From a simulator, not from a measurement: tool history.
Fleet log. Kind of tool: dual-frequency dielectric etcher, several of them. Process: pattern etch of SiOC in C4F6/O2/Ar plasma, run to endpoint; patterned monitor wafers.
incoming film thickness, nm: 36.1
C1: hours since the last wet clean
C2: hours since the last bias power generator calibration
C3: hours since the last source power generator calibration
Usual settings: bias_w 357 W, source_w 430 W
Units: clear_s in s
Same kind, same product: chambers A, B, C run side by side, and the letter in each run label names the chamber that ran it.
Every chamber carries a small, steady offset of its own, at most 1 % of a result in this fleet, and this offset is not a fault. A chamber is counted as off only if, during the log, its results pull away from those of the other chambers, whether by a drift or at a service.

{"run": "1A", "hour": 2.7, "bias_w": 357, "source_w": 430, "C1": 352.8, "C2": 814.4, "C3": 200.3, "clear_s": 13.402}
{"run": "2C", "hour": 5.9, "bias_w": 357, "source_w": 430, "C1": 166.2, "C2": 1752.2, "C3": 1945.4, "clear_s": 13.497}
{"run": "3B", "hour": 8.6, "bias_w": 357, "source_w": 430, "C1": 105.1, "C2": 2283.7, "C3": 172.6, "clear_s": 13.236}
{"run": "4C", "hour": 13.4, "bias_w": 357, "source_w": 430, "C1": 173.7, "C2": 1759.7, "C3": 1952.9, "clear_s": 13.445}
{"run": "5A", "hour": 16.3, "bias_w": 357, "source_w": 430, "C1": 366.4, "C2": 828.0, "C3": 213.9, "clear_s": 13.4}
{"run": "6B", "hour": 21.1, "bias_w": 357, "source_w": 430, "C1": 117.6, "C2": 2296.2, "C3": 185.1, "clear_s": 13.326}
{"run": "7A", "hour": 25.9, "bias_w": 357, "source_w": 430, "C1": 376.0, "C2": 837.6, "C3": 223.5, "clear_s": 13.452}
{"run": "8C", "hour": 29.0, "bias_w": 357, "source_w": 430, "C1": 189.3, "C2": 1775.3, "C3": 1968.5, "clear_s": 13.405}
{"run": "9B", "hour": 32.6, "bias_w": 357, "source_w": 430, "C1": 129.1, "C2": 2307.7, "C3": 196.6, "clear_s": 13.29}
{"run": "10C", "hour": 35.4, "bias_w": 357, "source_w": 430, "C1": 195.7, "C2": 1781.7, "C3": 1974.9, "clear_s": 13.534}
{"run": "11B", "hour": 38.8, "bias_w": 357, "source_w": 430, "C1": 135.3, "C2": 2313.9, "C3": 202.8, "clear_s": 13.308}
{"run": "12A", "hour": 41.7, "bias_w": 311, "source_w": 430, "C1": 391.8, "C2": 853.4, "C3": 239.3, "clear_s": 13.879}
{"run": "13C", "hour": 44.7, "bias_w": 311, "source_w": 430, "C1": 205.0, "C2": 1791.0, "C3": 1984.2, "clear_s": 14.153}
{"run": "14A", "hour": 48.1, "bias_w": 311, "source_w": 430, "C1": 398.2, "C2": 859.8, "C3": 245.7, "clear_s": 13.897}
{"run": "15B", "hour": 52.2, "bias_w": 357, "source_w": 430, "C1": 148.7, "C2": 2327.3, "C3": 216.2, "clear_s": 13.245}
{"run": "16C", "hour": 55.2, "bias_w": 357, "source_w": 430, "C1": 215.5, "C2": 1801.5, "C3": 1994.7, "clear_s": 13.43}
{"run": "17A", "hour": 59.4, "bias_w": 357, "source_w": 430, "C1": 409.5, "C2": 871.1, "C3": 257.0, "clear_s": 13.185}
{"run": "18B", "hour": 62.9, "bias_w": 293, "source_w": 530, "C1": 159.4, "C2": 2338.0, "C3": 226.9, "clear_s": 13.145}
{"run": "19B", "hour": 67.8, "bias_w": 293, "source_w": 530, "C1": 164.3, "C2": 2342.9, "C3": 231.8, "clear_s": 13.124}
{"run": "20C", "hour": 72.6, "bias_w": 293, "source_w": 530, "C1": 232.9, "C2": 1818.9, "C3": 2012.1, "clear_s": 13.256}
{"run": "21A", "hour": 77.1, "bias_w": 357, "source_w": 430, "C1": 427.2, "C2": 888.8, "C3": 274.7, "clear_s": 13.019}
{"run": "22B", "hour": 80.0, "bias_w": 357, "source_w": 430, "C1": 176.5, "C2": 2355.1, "C3": 244.0, "clear_s": 13.26}
{"run": "23C", "hour": 84.6, "bias_w": 357, "source_w": 430, "C1": 244.9, "C2": 1830.9, "C3": 2024.1, "clear_s": 13.523}
{"run": "24A", "hour": 87.1, "bias_w": 357, "source_w": 430, "C1": 437.2, "C2": 898.8, "C3": 284.7, "clear_s": 13.075}
{"run": "25A", "hour": 91.8, "bias_w": 357, "source_w": 430, "C1": 441.9, "C2": 903.5, "C3": 289.4, "clear_s": 13.029}
{"run": "26C", "hour": 95.8, "bias_w": 357, "source_w": 430, "C1": 256.1, "C2": 1842.1, "C3": 2035.3, "clear_s": 13.386}
{"run": "27B", "hour": 99.3, "bias_w": 357, "source_w": 430, "C1": 195.8, "C2": 2374.4, "C3": 263.3, "clear_s": 13.294}
{"run": "28B", "hour": 103.8, "bias_w": 357, "source_w": 430, "C1": 200.3, "C2": 2378.9, "C3": 267.8, "clear_s": 13.172}
{"run": "29A", "hour": 107.6, "bias_w": 357, "source_w": 430, "C1": 457.7, "C2": 919.3, "C3": 305.2, "clear_s": 12.881}
{"run": "30C", "hour": 111.4, "bias_w": 357, "source_w": 430, "C1": 271.7, "C2": 1857.7, "C3": 2050.9, "clear_s": 13.505}
{"run": "31C", "hour": 114.4, "bias_w": 357, "source_w": 430, "C1": 274.7, "C2": 1860.7, "C3": 2053.9, "clear_s": 13.5}
{"run": "32A", "hour": 119.0, "bias_w": 357, "source_w": 430, "C1": 469.1, "C2": 930.7, "C3": 316.6, "clear_s": 12.887}
{"run": "33B", "hour": 122.2, "bias_w": 357, "source_w": 430, "C1": 218.7, "C2": 2397.3, "C3": 286.2, "clear_s": 13.279}
{"run": "34A", "hour": 125.5, "bias_w": 357, "source_w": 430, "C1": 475.6, "C2": 937.2, "C3": 323.1, "clear_s": 12.875}

Decide between three cases: one chamber stands off from its peers, the gauge reading all wafers drifts, or nothing is wrong past each chamber's small offset. Where a chamber is off, say which and what most likely put it there.

Chamber A drifts away from the others.
Cause: etch rate over this chamber's usual, % = 5.04.

Below are 4 candidate recipes for chamber A's next run, each the usual settings with a change, their results shown as question marks. Which of them brings A's results back in line with what the other chambers give on the usual settings?
Maximum distance from the other chambers' mean on the usual settings for a result to count as in line: clear_s 0.160 s
{"run": "35A-1", "hour": 129.0, "bias_w": 357, "source_w": 450, "clear_s": "?"}
{"run": "35A-2", "hour": 129.0, "bias_w": 336, "source_w": 430, "clear_s": "?"}
{"run": "35A-3", "hour": 129.0, "bias_w": 336, "source_w": 400, "clear_s": "?"}
{"run": "35A-4", "hour": 129.0, "bias_w": 402, "source_w": 430, "clear_s": "?"}

Usual-settings mean across the other chambers: clear_s 13.368 s
run=35A-1 clear_s=12.587
run=35A-2 clear_s=13.076
run=35A-3 clear_s=13.433
run=35A-4 clear_s=12.272
Change 35A-3 lands the chamber within the allowed miss of the other chambers.
